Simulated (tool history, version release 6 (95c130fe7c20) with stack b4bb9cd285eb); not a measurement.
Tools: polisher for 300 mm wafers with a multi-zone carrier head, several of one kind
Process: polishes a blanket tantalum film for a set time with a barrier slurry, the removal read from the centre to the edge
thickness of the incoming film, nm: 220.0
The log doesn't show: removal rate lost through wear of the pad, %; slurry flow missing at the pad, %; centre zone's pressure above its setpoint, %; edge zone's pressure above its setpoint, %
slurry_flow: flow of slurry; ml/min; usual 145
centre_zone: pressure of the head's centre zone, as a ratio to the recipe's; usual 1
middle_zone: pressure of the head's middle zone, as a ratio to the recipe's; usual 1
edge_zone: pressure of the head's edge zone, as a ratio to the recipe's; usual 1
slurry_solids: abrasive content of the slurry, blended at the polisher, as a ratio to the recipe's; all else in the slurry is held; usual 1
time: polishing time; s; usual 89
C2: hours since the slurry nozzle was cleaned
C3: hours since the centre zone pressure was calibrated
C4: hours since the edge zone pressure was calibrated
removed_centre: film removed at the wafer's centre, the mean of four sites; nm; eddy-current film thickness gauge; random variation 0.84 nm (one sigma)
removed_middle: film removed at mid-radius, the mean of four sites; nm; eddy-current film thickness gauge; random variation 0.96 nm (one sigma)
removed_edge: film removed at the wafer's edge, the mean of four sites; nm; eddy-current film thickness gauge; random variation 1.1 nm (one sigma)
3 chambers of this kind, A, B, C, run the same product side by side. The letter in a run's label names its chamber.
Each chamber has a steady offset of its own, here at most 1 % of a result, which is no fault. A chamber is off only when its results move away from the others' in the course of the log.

-- hour=3 chamber C: slurry nozzle cleaned
run 1C hour=5.1 | slurry_flow=145 centre_zone=1 middle_zone=1 edge_zone=1 slurry_solids=1 time=89 | wafers_polished_on_this_pad=736 C2=2.2 C3=293 C4=453 | removed_centre=81.539 removed_middle=82.141 removed_edge=81.91
run 2B hour=10 | slurry_flow=145 centre_zone=1 middle_zone=1 edge_zone=1 slurry_solids=1 time=89 | wafers_polished_on_this_pad=143 C2=303.9 C3=70.7 C4=272.4 | removed_centre=81.005 removed_middle=81.936 removed_edge=81.725
-- hour=16.5 chamber C: worn pad replaced by a new one
run 3A hour=17.1 | slurry_flow=145 centre_zone=1 middle_zone=1 edge_zone=1 slurry_solids=1 time=89 | wafers_polished_on_this_pad=179 C2=335.1 C3=146.3 C4=156 | removed_centre=82.061 removed_middle=83.76 removed_edge=83.269
run 4B hour=25.1 | slurry_flow=145 centre_zone=1 middle_zone=1 edge_zone=1 slurry_solids=1 time=89 | wafers_polished_on_this_pad=264 C2=319 C3=85.8 C4=287.5 | removed_centre=79.884 removed_middle=79.836 removed_edge=81.274
run 5A hour=31.2 | slurry_flow=165 centre_zone=1 middle_zone=1 edge_zone=1 slurry_solids=1 time=102 | wafers_polished_on_this_pad=293 C2=349.2 C3=160.4 C4=170.1 | removed_centre=96.669 removed_middle=96.03 removed_edge=94.097
run 6C hour=37.1 | slurry_flow=165 centre_zone=1 middle_zone=1 edge_zone=1 slurry_solids=1 time=102 | wafers_polished_on_this_pad=166 C2=34.2 C3=325 C4=485 | removed_centre=98.408 removed_middle=95.705 removed_edge=93.726
run 7C hour=44.1 | slurry_flow=165 centre_zone=1 middle_zone=1 edge_zone=1 slurry_solids=1 time=102 | wafers_polished_on_this_pad=223 C2=41.2 C3=332 C4=492 | removed_centre=96.917 removed_middle=97.913 removed_edge=96.361
run 8A hour=52 | slurry_flow=115 centre_zone=1 middle_zone=1 edge_zone=1 slurry_solids=1.25 time=89 | wafers_polished_on_this_pad=461 C2=370 C3=181.2 C4=190.9 | removed_centre=79.998 removed_middle=80.751 removed_edge=82.85
run 9B hour=60.4 | slurry_flow=115 centre_zone=1 middle_zone=1 edge_zone=1 slurry_solids=1.25 time=89 | wafers_polished_on_this_pad=549 C2=354.3 C3=121.1 C4=322.8 | removed_centre=80.113 removed_middle=81.717 removed_edge=84.141
run 10C hour=67.4 | slurry_flow=115 centre_zone=1 middle_zone=1 edge_zone=1 slurry_solids=1.25 time=89 | wafers_polished_on_this_pad=411 C2=64.5 C3=355.3 C4=515.3 | removed_centre=81.089 removed_middle=83.632 removed_edge=83.673
run 11A hour=71.3 | slurry_flow=145 centre_zone=1 middle_zone=1 edge_zone=1 slurry_solids=1 time=89 | wafers_polished_on_this_pad=617 C2=389.3 C3=200.5 C4=210.2 | removed_centre=78.841 removed_middle=80.445 removed_edge=78.989
run 12B hour=76.5 | slurry_flow=145 centre_zone=1 middle_zone=1 edge_zone=1 slurry_solids=1 time=89 | wafers_polished_on_this_pad=679 C2=370.4 C3=137.2 C4=338.9 | removed_centre=81.327 removed_middle=81.423 removed_edge=81.584
run 13B hour=84.8 | slurry_flow=145 centre_zone=1 middle_zone=1 edge_zone=1 slurry_solids=1 time=89 | wafers_polished_on_this_pad=746 C2=378.7 C3=145.5 C4=347.2 | removed_centre=81.193 removed_middle=80.624 removed_edge=80.146
-- hour=85.1 chamber A: worn pad replaced by a new one
run 14C hour=90.2 | slurry_flow=145 centre_zone=1 middle_zone=1 edge_zone=1 slurry_solids=1 time=89 | wafers_polished_on_this_pad=594 C2=87.3 C3=378.1 C4=538.1 | removed_centre=81.47 removed_middle=83.812 removed_edge=81.888
-- hour=95.6 chamber B: slurry nozzle cleaned
run 15A hour=97.3 | slurry_flow=145 centre_zone=1 middle_zone=1 edge_zone=1 slurry_solids=1 time=89 | wafers_polished_on_this_pad=98 C2=415.3 C3=226.5 C4=236.2 | removed_centre=77.205 removed_middle=79.657 removed_edge=78.553
-- hour=101 chamber C: worn pad replaced by a new one
run 16B hour=105.1 | slurry_flow=145 centre_zone=1 middle_zone=1 edge_zone=1 slurry_solids=1 time=89 | wafers_polished_on_this_pad=910 C2=9.5 C3=165.8 C4=367.5 | removed_centre=80.937 removed_middle=81.797 removed_edge=82.214
run 17A hour=110.1 | slurry_flow=145 centre_zone=1 middle_zone=1 edge_zone=1 slurry_solids=1 time=89 | wafers_polished_on_this_pad=201 C2=428.1 C3=239.3 C4=249 | removed_centre=78.025 removed_middle=81.032 removed_edge=77.757
run 18C hour=118.1 | slurry_flow=145 centre_zone=1 middle_zone=1.06 edge_zone=1.11 slurry_solids=1 time=89 | wafers_polished_on_this_pad=138 C2=115.2 C3=406 C4=566 | removed_centre=81.678 removed_middle=88.524 removed_edge=86.835
run 19B hour=122 | slurry_flow=145 centre_zone=1 middle_zone=1.06 edge_zone=1.11 slurry_solids=1 time=89 | wafers_polished_on_this_pad=1046 C2=26.4 C3=182.7 C4=384.4 | removed_centre=81.28 removed_middle=86.597 removed_edge=87.048
run 20A hour=127.4 | slurry_flow=145 centre_zone=1 middle_zone=1.06 edge_zone=1.11 slurry_solids=1 time=89 | wafers_polished_on_this_pad=341 C2=445.4 C3=256.6 C4=266.3 | removed_centre=75.556 removed_middle=79.865 removed_edge=81.099
run 21C hour=131.5 | slurry_flow=145 centre_zone=1 middle_zone=1 edge_zone=1 slurry_solids=1 time=89 | wafers_polished_on_this_pad=246 C2=128.6 C3=419.4 C4=579.4 | removed_centre=82.354 removed_middle=83.625 removed_edge=81.57
run 22A hour=139.1 | slurry_flow=145 centre_zone=1 middle_zone=1 edge_zone=1 slurry_solids=1 time=89 | wafers_polished_on_this_pad=435 C2=457.1 C3=268.3 C4=278 | removed_centre=74.482 removed_middle=76.858 removed_edge=78.772
run 23B hour=143.3 | slurry_flow=145 centre_zone=1 middle_zone=1 edge_zone=1 slurry_solids=1 time=89 | wafers_polished_on_this_pad=1218 C2=47.7 C3=204 C4=405.7 | removed_centre=80.084 removed_middle=82.231 removed_edge=80.028
run 24C hour=149.7 | slurry_flow=145 centre_zone=1 middle_zone=1 edge_zone=1 slurry_solids=1 time=89 | wafers_polished_on_this_pad=393 C2=146.8 C3=437.6 C4=597.6 | removed_centre=82.79 removed_middle=82.045 removed_edge=81.369

Is one chamber off against the others, does the gauge drift, or is nothing wrong? If a chamber is off, say which, and what the likeliest cause is.

Chamber A drifts away from the others.
Cause: slurry flow missing at the pad, % = 28.8.

Here are 4 candidates for chamber A's next run, each the usual settings with a change, their results left as question marks. Which one brings its results back in line with what the others give on the usual settings?
In line means no further than this from the other chambers' mean on the usual settings: removed_centre 2.9 nm; removed_middle 3.3 nm; removed_edge 3.6 nm
run 25A-1 hour=155.7 | slurry_flow=150 centre_zone=1.02 middle_zone=1.02 edge_zone=0.99 slurry_solids=1 time=93 | removed_centre=? removed_middle=? removed_edge=?
run 25A-2 hour=155.7 | slurry_flow=140 centre_zone=0.98 middle_zone=0.98 edge_zone=1.01 slurry_solids=1 time=85 | removed_centre=? removed_middle=? removed_edge=?
run 25A-3 hour=155.7 | slurry_flow=145 centre_zone=1 middle_zone=1 edge_zone=1 slurry_solids=1 time=88 | removed_centre=? removed_middle=? removed_edge=?
run 25A-4 hour=155.7 | slurry_flow=145 centre_zone=1 middle_zone=1 edge_zone=1 slurry_solids=1 time=90 | removed_centre=? removed_middle=? removed_edge=?

The other chambers' mean on the usual settings: removed_centre 81.527 nm; removed_middle 82.078 nm; removed_edge 81.402 nm
run=25A-1 removed_centre=80.638 removed_middle=81.371 removed_edge=80.638
run=25A-2 removed_centre=68.961 removed_middle=70.358 removed_edge=73.561
run=25A-3 removed_centre=73.854 removed_middle=74.927 removed_edge=76.246
run=25A-4 removed_centre=75.533 removed_middle=76.629 removed_edge=77.979
25A-1 brings the chamber back in line.

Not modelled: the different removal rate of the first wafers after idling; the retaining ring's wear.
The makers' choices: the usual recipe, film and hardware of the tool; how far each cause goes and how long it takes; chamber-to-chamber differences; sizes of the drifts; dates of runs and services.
